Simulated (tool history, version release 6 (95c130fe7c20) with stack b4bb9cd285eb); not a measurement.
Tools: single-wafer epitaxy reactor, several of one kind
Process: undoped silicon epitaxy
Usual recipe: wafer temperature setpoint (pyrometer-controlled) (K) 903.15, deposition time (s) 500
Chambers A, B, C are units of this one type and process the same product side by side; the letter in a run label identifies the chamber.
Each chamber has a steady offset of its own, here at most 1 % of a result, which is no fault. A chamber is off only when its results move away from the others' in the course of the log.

run	hour	wafer temperature setpoint (pyrometer-controlled) (K)	deposition time (s)	hours since the last pyrometer calibration	read-back reference wafer on the same gauge, thickness_nm	mean film thickness on the monitor wafer (nm)
1C	10.5	903.15	500	1157.1	48.193	53.490
2B	20.1	903.15	500	579.5	48.206	53.478
3A	27.3	903.15	500	518.5	48.199	54.108
4A	39.6	903.15	500	530.8	48.228	54.130
5C	48.8	903.15	500	1195.4	48.204	53.422
6B	58.7	903.15	500	618.1	48.205	53.230
7B	68.1	903.15	500	627.5	48.201	53.417
8A	79.5	911.15	500	570.7	48.192	64.954
9C	88.2	911.15	500	1234.8	48.194	63.993
10A	99.4	911.15	500	590.6	48.170	65.047
11C	108.5	903.15	500	1255.1	48.196	53.402
12B	114.8	903.15	500	674.2	48.200	53.448
13A	121.2	903.15	410	612.4	48.202	44.267
14B	132.3	903.15	410	691.7	48.216	43.951
15C	144.7	903.15	410	1291.3	48.204	43.807
# hour 145.9: chamber C: pyrometer calibrated
16B	156.2	903.15	500	715.6	48.195	53.406
17C	166.5	903.15	500	20.6	48.219	51.736
18A	172.1	909.15	470	663.3	48.202	58.131
19C	179.4	909.15	470	33.5	48.203	56.216
20A	186.9	909.15	470	678.1	48.209	58.189
21B	197.0	903.15	500	756.4	48.181	53.760
22C	203.9	903.15	404	58.0	48.201	41.776
23B	210.9	903.15	404	770.3	48.189	43.182
24A	222.1	903.15	404	713.3	48.220	43.605
25C	228.1	903.15	500	82.2	48.191	51.721
26B	241.0	903.15	500	800.4	48.177	53.550
27A	253.0	903.15	500	744.2	48.173	53.918
28A	260.1	903.15	500	751.3	48.182	53.808
29C	266.2	903.15	500	120.3	48.201	51.914
30B	273.4	903.15	500	832.8	48.217	53.344
31B	283.1	897.15	500	842.5	48.200	46.750
32A	288.8	897.15	500	780.0	48.209	47.174
33C	299.2	897.15	500	153.3	48.199	44.879
34C	310.0	910.15	591	164.1	48.191	71.860
35B	321.5	910.15	591	880.9	48.208	74.170
36A	328.7	910.15	591	819.9	48.191	75.181
37C	339.7	903.15	500	193.8	48.202	51.837
38A	352.4	903.15	500	843.6	48.202	54.036
39B	361.0	903.15	500	920.4	48.217	53.474
40A	368.3	903.15	500	859.5	48.218	54.143
41B	379.8	903.15	500	939.2	48.205	53.399

Each of the 3 chambers runs these same settings next. Fill in every chamber's results:
42A	389.1	903.15	500			?
42B	389.1	903.15	500			?
42C	389.1	903.15	500			?

run	mean film thickness on the monitor wafer (nm)
42A	54.017
42B	53.556
42C	51.964
